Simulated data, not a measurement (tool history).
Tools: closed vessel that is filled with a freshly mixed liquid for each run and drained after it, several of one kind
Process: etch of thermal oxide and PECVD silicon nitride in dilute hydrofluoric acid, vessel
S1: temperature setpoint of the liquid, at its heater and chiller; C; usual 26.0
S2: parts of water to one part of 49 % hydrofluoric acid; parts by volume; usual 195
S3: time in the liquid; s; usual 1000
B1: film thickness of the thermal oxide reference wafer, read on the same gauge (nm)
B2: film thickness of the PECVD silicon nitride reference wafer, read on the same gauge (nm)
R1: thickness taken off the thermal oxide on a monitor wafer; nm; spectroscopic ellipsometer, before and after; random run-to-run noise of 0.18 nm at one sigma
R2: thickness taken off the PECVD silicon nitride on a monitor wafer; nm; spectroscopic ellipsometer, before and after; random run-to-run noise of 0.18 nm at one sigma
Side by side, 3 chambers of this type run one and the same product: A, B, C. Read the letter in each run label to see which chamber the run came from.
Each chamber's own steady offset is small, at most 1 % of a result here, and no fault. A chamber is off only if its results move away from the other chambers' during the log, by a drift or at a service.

Run 1B, hour 10.5: usual settings; B1 50.003; B2 130.00. Result: R1 22.997 nm, R2 26.818 nm.
Run 2A, hour 19.5: usual settings; B1 50.024; B2 130.00. Result: R1 23.226 nm, R2 26.702 nm.
Run 3C, hour 27.1: usual settings; B1 49.995; B2 130.02. Result: R1 23.231 nm, R2 26.712 nm.
Run 4C, hour 32.0: usual settings; B1 49.978; B2 130.00. Result: R1 23.261 nm, R2 26.763 nm.
Run 5B, hour 41.7: usual settings; B1 50.015; B2 130.00. Result: R1 22.894 nm, R2 26.658 nm.
Run 6A, hour 52.1: usual settings; B1 49.969; B2 130.00. Result: R1 23.235 nm, R2 26.347 nm.
Run 7B, hour 58.4: usual settings; B1 50.006; B2 130.01. Result: R1 22.948 nm, R2 26.609 nm.
Run 8C, hour 63.7: usual settings but S2 105 parts by volume, S3 1315 s; B1 50.006; B2 130.01. Result: R1 62.625 nm, R2 64.432 nm.
Run 9A, hour 72.2: usual settings but S2 105 parts by volume, S3 1315 s; B1 50.002; B2 130.00. Result: R1 64.537 nm, R2 65.700 nm.
Run 10C, hour 78.7: usual settings but S2 105 parts by volume, S3 1315 s; B1 50.017; B2 130.01. Result: R1 63.151 nm, R2 65.448 nm.
Run 11A, hour 86.0: usual settings; B1 49.961; B2 129.97. Result: R1 23.170 nm, R2 26.541 nm.
Run 12B, hour 95.6: usual settings; B1 50.017; B2 130.00. Result: R1 23.212 nm, R2 26.832 nm.
Run 13B, hour 100.1: usual settings; B1 49.991; B2 130.02. Result: R1 22.947 nm, R2 26.634 nm.
Run 14C, hour 107.5: usual settings; B1 49.997; B2 130.01. Result: R1 23.682 nm, R2 27.443 nm.
Run 15A, hour 114.4: usual settings; B1 50.016; B2 130.00. Result: R1 23.732 nm, R2 26.877 nm.
Run 16C, hour 124.1: usual settings but S1 24.5 C, S2 135 parts by volume; B1 49.977; B2 130.00. Result: R1 35.318 nm, R2 35.883 nm.
Run 17B, hour 130.7: usual settings but S1 24.5 C, S2 135 parts by volume; B1 49.991; B2 130.01. Result: R1 33.935 nm, R2 35.327 nm.
Run 18A, hour 135.7: usual settings but S1 24.5 C, S2 135 parts by volume; B1 50.008; B2 130.00. Result: R1 33.833 nm, R2 35.000 nm.
Run 19B, hour 144.5: usual settings; B1 50.013; B2 130.03. Result: R1 22.936 nm, R2 26.921 nm.
Run 20C, hour 153.7: usual settings; B1 49.986; B2 130.02. Result: R1 24.486 nm, R2 27.894 nm.
Run 21A, hour 160.0: usual settings; B1 50.010; B2 129.99. Result: R1 22.931 nm, R2 26.742 nm.
Run 22B, hour 170.2: usual settings; B1 50.004; B2 130.01. Result: R1 23.313 nm, R2 26.394 nm.
Run 23C, hour 178.6: usual settings; B1 49.995; B2 130.02. Result: R1 24.843 nm, R2 27.825 nm.
Run 24A, hour 183.5: usual settings; B1 49.986; B2 129.96. Result: R1 23.262 nm, R2 26.578 nm.
Run 25B, hour 191.1: usual settings; B1 50.048; B2 130.00. Result: R1 22.914 nm, R2 26.793 nm.
Run 26C, hour 201.0: usual settings; B1 50.003; B2 130.00. Result: R1 25.473 nm, R2 28.705 nm.
Run 27A, hour 209.4: usual settings; B1 50.001; B2 129.99. Result: R1 23.231 nm, R2 26.810 nm.
Run 28B, hour 214.5: usual settings; B1 50.006; B2 130.03. Result: R1 23.197 nm, R2 26.916 nm.
Run 29A, hour 221.5: usual settings; B1 50.010; B2 129.98. Result: R1 23.287 nm, R2 26.518 nm.

Next, all 3 chambers run the settings below, one line each with question marks for the results. What does each chamber give?
Run 30A, hour 229.0: usual settings. Result: R1 ?, R2 ?.
Run 30B, hour 229.0: usual settings. Result: R1 ?, R2 ?.
Run 30C, hour 229.0: usual settings. Result: R1 ?, R2 ?.

run      R1      R2
30A  23.028  26.790
30B  22.829  26.504
30C  25.690  29.057
